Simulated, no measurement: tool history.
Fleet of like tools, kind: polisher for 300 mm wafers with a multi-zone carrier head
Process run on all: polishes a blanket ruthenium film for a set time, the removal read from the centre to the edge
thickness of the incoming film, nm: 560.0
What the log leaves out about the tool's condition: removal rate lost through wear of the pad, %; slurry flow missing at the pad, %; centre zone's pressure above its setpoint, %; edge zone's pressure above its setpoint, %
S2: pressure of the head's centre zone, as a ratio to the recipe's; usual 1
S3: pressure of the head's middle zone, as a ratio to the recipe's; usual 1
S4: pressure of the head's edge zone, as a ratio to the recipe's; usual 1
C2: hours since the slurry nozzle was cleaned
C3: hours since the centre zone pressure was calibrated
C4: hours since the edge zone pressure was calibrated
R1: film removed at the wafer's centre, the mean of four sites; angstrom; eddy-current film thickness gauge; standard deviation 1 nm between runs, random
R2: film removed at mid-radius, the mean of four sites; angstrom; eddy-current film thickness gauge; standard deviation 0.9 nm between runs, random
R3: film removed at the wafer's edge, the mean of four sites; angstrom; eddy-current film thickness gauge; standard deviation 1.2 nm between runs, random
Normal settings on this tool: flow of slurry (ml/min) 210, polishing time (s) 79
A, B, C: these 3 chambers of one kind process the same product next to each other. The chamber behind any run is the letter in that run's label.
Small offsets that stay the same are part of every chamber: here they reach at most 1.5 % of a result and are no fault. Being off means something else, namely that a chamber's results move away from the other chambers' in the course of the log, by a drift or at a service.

Run 1A, hour 5: usual settings; wafers polished on this pad 681; C2 429.4; C3 363.7; C4 566.9. Result: R1 1102.2 angstrom, R2 1109.9 angstrom, R3 1152.4 angstrom.
Run 2B, hour 11.7: usual settings; wafers polished on this pad 237; C2 665.4; C3 373.9; C4 244.8. Result: R1 1124.2 angstrom, R2 1147.9 angstrom, R3 1131.2 angstrom.
Run 3C, hour 19.4: usual settings; wafers polished on this pad 435; C2 216.4; C3 810.4; C4 341.2. Result: R1 1129.4 angstrom, R2 1139.4 angstrom, R3 1130.6 angstrom.
Run 4B, hour 23.1: usual settings; wafers polished on this pad 373; C2 676.8; C3 385.3; C4 256.2. Result: R1 1136.3 angstrom, R2 1146.6 angstrom, R3 1131.1 angstrom.
Run 5C, hour 28.1: usual settings; wafers polished on this pad 539; C2 225.1; C3 819.1; C4 349.9. Result: R1 1105.9 angstrom, R2 1120.3 angstrom, R3 1131.1 angstrom.
Run 6A, hour 32.1: usual settings but S4 1.09, polishing time (s) 59; wafers polished on this pad 1003; C2 456.5; C3 390.8; C4 594. Result: R1 834.41 angstrom, R2 856 angstrom, R3 882.52 angstrom.
Run 7A, hour 37.9: usual settings but S4 1.09, polishing time (s) 59; wafers polished on this pad 1072; C2 462.3; C3 396.6; C4 599.8. Result: R1 833.44 angstrom, R2 846.84 angstrom, R3 886.03 angstrom.
At hour 43.5: chamber A: worn pad replaced by a new one.
Run 8C, hour 45.3: usual settings but S4 1.09, polishing time (s) 59; wafers polished on this pad 743; C2 242.3; C3 836.3; C4 367.1. Result: R1 838.08 angstrom, R2 832.32 angstrom, R3 876.23 angstrom.
Run 9B, hour 53.3: usual settings; wafers polished on this pad 731; C2 707; C3 415.5; C4 286.4. Result: R1 1143.7 angstrom, R2 1136.4 angstrom, R3 1128.9 angstrom.
At hour 57.7: chamber C: worn pad replaced by a new one.
Run 10C, hour 60.6: usual settings; wafers polished on this pad 34; C2 257.6; C3 851.6; C4 382.4. Result: R1 1126 angstrom, R2 1114.1 angstrom, R3 1147.7 angstrom.
Run 11A, hour 65.2: usual settings; wafers polished on this pad 258; C2 489.6; C3 423.9; C4 627.1. Result: R1 1095.6 angstrom, R2 1137.1 angstrom, R3 1128 angstrom.
Run 12B, hour 69: usual settings; wafers polished on this pad 918; C2 722.7; C3 431.2; C4 302.1. Result: R1 1138.4 angstrom, R2 1123.7 angstrom, R3 1107.3 angstrom.
At hour 72.9: chamber B: slurry nozzle cleaned.
Run 13A, hour 72.9: usual settings; wafers polished on this pad 350; C2 497.3; C3 431.6; C4 634.8. Result: R1 1132.4 angstrom, R2 1141.4 angstrom, R3 1149.7 angstrom.
Run 14B, hour 80: usual settings; wafers polished on this pad 1049; C2 7.2; C3 442.2; C4 313.1. Result: R1 1143.2 angstrom, R2 1129.6 angstrom, R3 1142.2 angstrom.
Run 15C, hour 83.5: usual settings; wafers polished on this pad 306; C2 280.5; C3 874.5; C4 405.3. Result: R1 1112.4 angstrom, R2 1108.6 angstrom, R3 1120.1 angstrom.
Run 16A, hour 89.9: usual settings; wafers polished on this pad 552; C2 514.3; C3 448.6; C4 651.8. Result: R1 1115.4 angstrom, R2 1124.1 angstrom, R3 1159.1 angstrom.
Run 17C, hour 97.8: usual settings; wafers polished on this pad 476; C2 294.8; C3 888.8; C4 419.6. Result: R1 1119.2 angstrom, R2 1133.2 angstrom, R3 1123 angstrom.
Run 18B, hour 103: usual settings; wafers polished on this pad 1322; C2 30.2; C3 465.2; C4 336.1. Result: R1 1112.7 angstrom, R2 1106.7 angstrom, R3 1111.7 angstrom.
Run 19B, hour 106.5: usual settings; wafers polished on this pad 1363; C2 33.7; C3 468.7; C4 339.6. Result: R1 1111 angstrom, R2 1099 angstrom, R3 1089.6 angstrom.
Run 20C, hour 113.4: usual settings; wafers polished on this pad 662; C2 310.4; C3 904.4; C4 435.2. Result: R1 1125.5 angstrom, R2 1122.3 angstrom, R3 1118.7 angstrom.
Run 21A, hour 120.5: usual settings; wafers polished on this pad 915; C2 544.9; C3 479.2; C4 682.4. Result: R1 1111.1 angstrom, R2 1126.9 angstrom, R3 1140.6 angstrom.
At hour 126.1: chamber C: worn pad replaced by a new one.
At hour 126.2: chamber A: worn pad replaced by a new one.
Run 22B, hour 127.7: usual settings; wafers polished on this pad 1615; C2 54.9; C3 489.9; C4 360.8. Result: R1 1074.9 angstrom, R2 1077.8 angstrom, R3 1080.2 angstrom.
Run 23A, hour 134.7: usual settings; wafers polished on this pad 101; C2 559.1; C3 493.4; C4 696.6. Result: R1 1117 angstrom, R2 1136.7 angstrom, R3 1127.7 angstrom.
Run 24C, hour 140: usual settings but S4 0.89; wafers polished on this pad 165; C2 337; C3 931; C4 461.8. Result: R1 1117.6 angstrom, R2 1122.5 angstrom, R3 1049.7 angstrom.
Run 25B, hour 147.4: usual settings but S4 0.89; wafers polished on this pad 1849; C2 74.6; C3 509.6; C4 380.5. Result: R1 1086.9 angstrom, R2 1071.9 angstrom, R3 1011.2 angstrom.
Run 26C, hour 152.7: usual settings but S4 0.89; wafers polished on this pad 316; C2 349.7; C3 943.7; C4 474.5. Result: R1 1116.9 angstrom, R2 1124.7 angstrom, R3 1065.8 angstrom.
Run 27A, hour 158.9: usual settings; wafers polished on this pad 388; C2 583.3; C3 517.6; C4 720.8. Result: R1 1099.8 angstrom, R2 1118 angstrom, R3 1120.4 angstrom.
Run 28B, hour 164.5: usual settings; wafers polished on this pad 2052; C2 91.7; C3 526.7; C4 397.6. Result: R1 1058.1 angstrom, R2 1070.3 angstrom, R3 1059.2 angstrom.
Run 29C, hour 167.9: usual settings; wafers polished on this pad 497; C2 364.9; C3 958.9; C4 489.7. Result: R1 1117 angstrom, R2 1126 angstrom, R3 1145 angstrom.
Run 30A, hour 172.9: usual settings; wafers polished on this pad 554; C2 597.3; C3 531.6; C4 734.8. Result: R1 1117.1 angstrom, R2 1133.7 angstrom, R3 1109.6 angstrom.
Run 31B, hour 178.2: usual settings but S3 1.07, polishing time (s) 96; wafers polished on this pad 2215; C2 105.4; C3 540.4; C4 411.3. Result: R1 1282.5 angstrom, R2 1342.3 angstrom, R3 1274.2 angstrom.
Run 32C, hour 186: usual settings but S3 1.07, polishing time (s) 96; wafers polished on this pad 712; C2 383; C3 977; C4 507.8. Result: R1 1368.2 angstrom, R2 1451.1 angstrom, R3 1365.9 angstrom.
Run 33A, hour 193.2: usual settings but S3 1.07, polishing time (s) 96; wafers polished on this pad 796; C2 617.6; C3 551.9; C4 755.1. Result: R1 1353.2 angstrom, R2 1466.5 angstrom, R3 1389.2 angstrom.

Is one chamber off against the others, does the gauge drift, or is nothing wrong? If a chamber is off, say which, and what the likeliest cause is.

Little by little, chamber B moves away from the other chambers.
Most likely cause: removal rate lost through wear of the pad, % = 9.72.

Which of the 4 candidates below, each the usual settings with something changed and its results left as question marks, puts chamber B back in line with what the other chambers give on the usual settings?
In line means no further than this from the other chambers' mean on the usual settings: R1 36 angstrom; R2 31 angstrom; R3 40 angstrom
Run 34B-1, hour 198.9: usual settings but S2 1.01, S4 0.99, polishing time (s) 71. Result: R1 ?, R2 ?, R3 ?.
Run 34B-2, hour 198.9: usual settings but polishing time (s) 82. Result: R1 ?, R2 ?, R3 ?.
Run 34B-3, hour 198.9: usual settings but polishing time (s) 76. Result: R1 ?, R2 ?, R3 ?.
Run 34B-4, hour 198.9: usual settings but S2 0.99, S4 1.01, polishing time (s) 87. Result: R1 ?, R2 ?, R3 ?.

Other chambers, usual settings, mean: R1 1117.8 angstrom; R2 1128.7 angstrom; R3 1131.8 angstrom
  run      R1      R2      R3
34B-1  935.77  917.74  909.41
34B-2  1069.2    1060  1055.8
34B-3  990.92  982.41  978.52
34B-4    1122  1124.6  1125.9
It is 34B-4 that realigns the chamber with its peers.

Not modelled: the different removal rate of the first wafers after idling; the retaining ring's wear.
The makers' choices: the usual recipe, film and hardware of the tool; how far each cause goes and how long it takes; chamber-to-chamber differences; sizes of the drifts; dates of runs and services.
